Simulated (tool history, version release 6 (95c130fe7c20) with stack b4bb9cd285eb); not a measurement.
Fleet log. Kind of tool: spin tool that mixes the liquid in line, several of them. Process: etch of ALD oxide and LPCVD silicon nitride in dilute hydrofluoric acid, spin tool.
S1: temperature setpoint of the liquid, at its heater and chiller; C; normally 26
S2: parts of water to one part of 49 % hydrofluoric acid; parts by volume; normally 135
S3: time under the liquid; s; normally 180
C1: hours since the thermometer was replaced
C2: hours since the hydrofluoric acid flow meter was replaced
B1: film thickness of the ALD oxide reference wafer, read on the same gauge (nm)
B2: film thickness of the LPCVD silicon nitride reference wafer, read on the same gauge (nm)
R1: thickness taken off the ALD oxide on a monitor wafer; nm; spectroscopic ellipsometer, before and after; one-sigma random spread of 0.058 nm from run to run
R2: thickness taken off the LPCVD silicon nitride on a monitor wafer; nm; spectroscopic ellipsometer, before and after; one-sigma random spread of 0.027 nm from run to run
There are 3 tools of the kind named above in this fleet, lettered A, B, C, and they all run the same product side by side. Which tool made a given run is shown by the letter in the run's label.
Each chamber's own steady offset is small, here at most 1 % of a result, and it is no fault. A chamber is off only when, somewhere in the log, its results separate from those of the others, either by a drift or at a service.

{"run": "1C", "hour": 6.9, "S1": 26, "S2": 135, "S3": 180, "C1": 1417.6, "C2": 958.4, "B1": 30.058, "B2": 69.949, "R1": 18.151, "R2": 0.73417}
{"run": "2B", "hour": 12.9, "S1": 26, "S2": 135, "S3": 180, "C1": 1400.1, "C2": 605.9, "B1": 30.027, "B2": 70.027, "R1": 18.153, "R2": 0.72316}
{"run": "3A", "hour": 21.1, "S1": 26, "S2": 135, "S3": 180, "C1": 1014.7, "C2": 955.6, "B1": 29.994, "B2": 69.983, "R1": 18.064, "R2": 0.67664}
{"run": "4B", "hour": 28.3, "S1": 26, "S2": 135, "S3": 180, "C1": 1415.5, "C2": 621.3, "B1": 29.978, "B2": 70.014, "R1": 18.177, "R2": 0.70865}
{"run": "5C", "hour": 34.0, "S1": 26, "S2": 135, "S3": 180, "C1": 1444.7, "C2": 985.5, "B1": 30.036, "B2": 70.022, "R1": 18.072, "R2": 0.77147}
{"run": "6A", "hour": 42.9, "S1": 26, "S2": 135, "S3": 180, "C1": 1036.5, "C2": 977.4, "B1": 30.031, "B2": 69.994, "R1": 18.115, "R2": 0.74705}
{"run": "7C", "hour": 49.4, "S1": 26, "S2": 135, "S3": 180, "C1": 1460.1, "C2": 1000.9, "B1": 30, "B2": 69.976, "R1": 18.214, "R2": 0.70782}
{"run": "8B", "hour": 57.6, "S1": 26, "S2": 135, "S3": 180, "C1": 1444.8, "C2": 650.6, "B1": 30.004, "B2": 70.032, "R1": 18.135, "R2": 0.71685}
{"hour": 61.3, "done": "chamber A: thermometer replaced"}
{"run": "9A", "hour": 67.6, "S1": 26, "S2": 135, "S3": 180, "C1": 6.4, "C2": 1002.1, "B1": 29.964, "B2": 70.036, "R1": 18.157, "R2": 0.72615}
{"run": "10C", "hour": 76.3, "S1": 26, "S2": 135, "S3": 180, "C1": 1487, "C2": 1027.8, "B1": 29.955, "B2": 69.997, "R1": 18.089, "R2": 0.71257}
{"run": "11A", "hour": 81.6, "S1": 26, "S2": 135, "S3": 180, "C1": 20.4, "C2": 1016.1, "B1": 30.023, "B2": 69.994, "R1": 18.097, "R2": 0.6968}
{"run": "12B", "hour": 90.1, "S1": 26, "S2": 135, "S3": 180, "C1": 1477.3, "C2": 683.1, "B1": 29.985, "B2": 69.965, "R1": 18.096, "R2": 0.74868}
{"run": "13A", "hour": 97.5, "S1": 26, "S2": 135, "S3": 180, "C1": 36.3, "C2": 1032, "B1": 30.034, "B2": 70.011, "R1": 18.204, "R2": 0.72043}
{"run": "14C", "hour": 105.2, "S1": 26, "S2": 135, "S3": 180, "C1": 1515.9, "C2": 1056.7, "B1": 29.991, "B2": 70.007, "R1": 18.161, "R2": 0.76911}
{"run": "15B", "hour": 109.8, "S1": 26, "S2": 135, "S3": 180, "C1": 1497, "C2": 702.8, "B1": 30.012, "B2": 70, "R1": 18.188, "R2": 0.72247}
{"run": "16A", "hour": 114.2, "S1": 26, "S2": 135, "S3": 180, "C1": 53, "C2": 1048.7, "B1": 29.934, "B2": 70.004, "R1": 18.206, "R2": 0.72696}
{"run": "17B", "hour": 119.8, "S1": 26, "S2": 135, "S3": 180, "C1": 1507, "C2": 712.8, "B1": 29.977, "B2": 69.984, "R1": 18.15, "R2": 0.67931}
{"run": "18C", "hour": 126.4, "S1": 26, "S2": 135, "S3": 180, "C1": 1537.1, "C2": 1077.9, "B1": 29.945, "B2": 70.001, "R1": 18.13, "R2": 0.69704}
{"run": "19B", "hour": 132.0, "S1": 22.5, "S2": 170, "S3": 180, "C1": 1519.2, "C2": 725, "B1": 30.003, "B2": 69.983, "R1": 12.05, "R2": 0.48447}
{"run": "20C", "hour": 139.1, "S1": 22.5, "S2": 170, "S3": 180, "C1": 1549.8, "C2": 1090.6, "B1": 30.014, "B2": 70.042, "R1": 12.055, "R2": 0.46091}
{"run": "21A", "hour": 148.9, "S1": 22.5, "S2": 170, "S3": 180, "C1": 87.7, "C2": 1083.4, "B1": 30.007, "B2": 69.981, "R1": 12.109, "R2": 0.45333}
{"run": "22C", "hour": 153.6, "S1": 26, "S2": 135, "S3": 180, "C1": 1564.3, "C2": 1105.1, "B1": 29.981, "B2": 70.019, "R1": 18.148, "R2": 0.7812}
{"run": "23A", "hour": 163.2, "S1": 26, "S2": 135, "S3": 180, "C1": 102, "C2": 1097.7, "B1": 30.009, "B2": 70.038, "R1": 18.116, "R2": 0.73999}
{"run": "24B", "hour": 170.6, "S1": 26, "S2": 135, "S3": 180, "C1": 1557.8, "C2": 763.6, "B1": 29.96, "B2": 69.986, "R1": 18.123, "R2": 0.73673}
{"hour": 175.8, "done": "chamber B: thermometer replaced"}
{"hour": 177.5, "done": "chamber A: hydrofluoric acid flow meter replaced"}
{"run": "25C", "hour": 180.0, "S1": 26, "S2": 135, "S3": 180, "C1": 1590.7, "C2": 1131.5, "B1": 29.994, "B2": 69.978, "R1": 18.174, "R2": 0.72499}
{"run": "26B", "hour": 186.4, "S1": 26, "S2": 135, "S3": 180, "C1": 10.7, "C2": 779.4, "B1": 30.051, "B2": 69.979, "R1": 18.099, "R2": 0.7281}
{"run": "27A", "hour": 192.7, "S1": 23, "S2": 135, "S3": 90, "C1": 131.5, "C2": 15.3, "B1": 29.986, "B2": 69.994, "R1": 8.0775, "R2": 0.3118}
{"run": "28A", "hour": 201.3, "S1": 23, "S2": 135, "S3": 90, "C1": 140.1, "C2": 23.9, "B1": 30.017, "B2": 69.962, "R1": 8.0919, "R2": 0.29982}
{"run": "29B", "hour": 210.3, "S1": 23, "S2": 135, "S3": 90, "C1": 34.6, "C2": 803.3, "B1": 29.968, "B2": 69.98, "R1": 8.0823, "R2": 0.30515}
{"hour": 214.2, "done": "chamber C: thermometer replaced"}
{"run": "30C", "hour": 214.8, "S1": 26, "S2": 135, "S3": 180, "C1": 0.6, "C2": 1166.3, "B1": 30.009, "B2": 70.002, "R1": 18.085, "R2": 0.69264}
{"run": "31A", "hour": 222.9, "S1": 26, "S2": 135, "S3": 180, "C1": 161.7, "C2": 45.5, "B1": 29.995, "B2": 70.036, "R1": 18.077, "R2": 0.7192}
{"run": "32C", "hour": 231.6, "S1": 26, "S2": 135, "S3": 180, "C1": 17.4, "C2": 1183.1, "B1": 29.932, "B2": 69.98, "R1": 18.103, "R2": 0.76187}
{"run": "33B", "hour": 240.7, "S1": 26, "S2": 135, "S3": 180, "C1": 65, "C2": 833.7, "B1": 30.038, "B2": 69.973, "R1": 18.142, "R2": 0.72473}
{"run": "34C", "hour": 246.9, "S1": 26, "S2": 135, "S3": 180, "C1": 32.7, "C2": 1198.4, "B1": 29.988, "B2": 69.96, "R1": 18.185, "R2": 0.65564}
{"run": "35A", "hour": 256.2, "S1": 26, "S2": 135, "S3": 180, "C1": 195, "C2": 78.8, "B1": 29.962, "B2": 69.958, "R1": 18.141, "R2": 0.65632}
{"run": "36B", "hour": 265.5, "S1": 26, "S2": 135, "S3": 180, "C1": 89.8, "C2": 858.5, "B1": 29.979, "B2": 70.037, "R1": 18.061, "R2": 0.67657}
{"run": "37A", "hour": 273.8, "S1": 26, "S2": 135, "S3": 180, "C1": 212.6, "C2": 96.4, "B1": 30.034, "B2": 70.007, "R1": 18.054, "R2": 0.72954}
{"run": "38B", "hour": 278.7, "S1": 26, "S2": 135, "S3": 180, "C1": 103, "C2": 871.7, "B1": 29.975, "B2": 70.036, "R1": 18.057, "R2": 0.74225}
{"run": "39C", "hour": 288.7, "S1": 26, "S2": 135, "S3": 180, "C1": 74.5, "C2": 1240.2, "B1": 30.022, "B2": 69.982, "R1": 18.183, "R2": 0.72758}

Next, every chamber runs the same settings. What will each give?
{"run": "40A", "hour": 295.8, "S1": 26, "S2": 135, "S3": 240, "R1": "?", "R2": "?"}
{"run": "40B", "hour": 295.8, "S1": 26, "S2": 135, "S3": 240, "R1": "?", "R2": "?"}
{"run": "40C", "hour": 295.8, "S1": 26, "S2": 135, "S3": 240, "R1": "?", "R2": "?"}

run=40A R1=24.19 R2=1.0214
run=40B R1=24.187 R2=0.95773
run=40C R1=24.166 R2=0.95787
